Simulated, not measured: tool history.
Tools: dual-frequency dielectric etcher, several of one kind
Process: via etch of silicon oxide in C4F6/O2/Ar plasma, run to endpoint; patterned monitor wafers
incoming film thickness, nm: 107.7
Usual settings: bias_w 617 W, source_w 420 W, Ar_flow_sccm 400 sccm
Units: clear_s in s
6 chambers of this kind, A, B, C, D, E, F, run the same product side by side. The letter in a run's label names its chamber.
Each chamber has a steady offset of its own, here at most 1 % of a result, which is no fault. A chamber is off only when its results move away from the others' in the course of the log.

run	hour	bias_w	source_w	Ar_flow_sccm	clear_s
1D	7.3	617	420	400	22.318
2A	16.5	617	420	400	22.318
# hour 21.4: chamber B: wet clean of the chamber
3E	23.6	617	420	400	22.063
4B	34.7	617	420	400	22.322
5C	44.9	617	420	400	22.033
6F	53.6	617	420	400	22.062
7D	63.4	617	420	400	22.255
# hour 66.7: chamber E: source power generator calibrated
# hour 68.3: chamber D: wet clean of the chamber
8E	70.3	617	420	400	22.054
9B	81.5	617	420	400	22.209
10C	89.7	617	420	400	22.014
11F	97.9	617	420	400	22.091
12A	108.5	617	420	400	22.296
13D	113.9	617	420	400	22.075
14A	121.5	617	420	400	22.285
15C	130.0	617	420	400	22.267
16B	139.3	617	510	451	21.141
17F	147.2	617	510	451	20.848
18E	157.8	617	510	451	20.849
19F	164.3	617	510	451	21.032
# hour 171.0: chamber E: Ar flow controller replaced
20A	172.3	617	510	451	21.410
21B	180.2	617	510	451	21.055
22C	185.7	617	420	400	22.226
23D	193.8	617	420	400	22.035
# hour 195.0: chamber C: wet clean of the chamber
24E	201.4	617	420	400	22.120
25D	211.4	617	420	400	22.184
26C	221.2	617	420	400	22.018
27E	232.4	617	420	400	22.051
28A	241.1	617	420	400	22.873
29B	246.4	617	420	400	22.439
30F	253.0	617	420	400	22.201
31B	258.3	617	420	400	22.351
32C	265.1	617	420	400	22.078
33F	275.2	617	420	400	22.297
# hour 281.8: chamber F: wet clean of the chamber
34A	284.9	617	420	400	23.038
35E	292.1	617	420	400	22.006
36D	303.1	617	420	400	22.109
37C	313.3	617	420	400	22.183
38E	319.5	617	420	400	21.967
39D	327.3	617	420	400	22.104
40F	333.7	617	420	400	22.158

Next, every chamber runs the same settings. What will each give?
41A	341.8	617	360	400	?
41B	341.8	617	360	400	?
41C	341.8	617	360	400	?
41D	341.8	617	360	400	?
41E	341.8	617	360	400	?
41F	341.8	617	360	400	?

run	clear_s
41A	24.580
41B	23.626
41C	23.369
41D	23.724
41E	23.415
41F	23.289
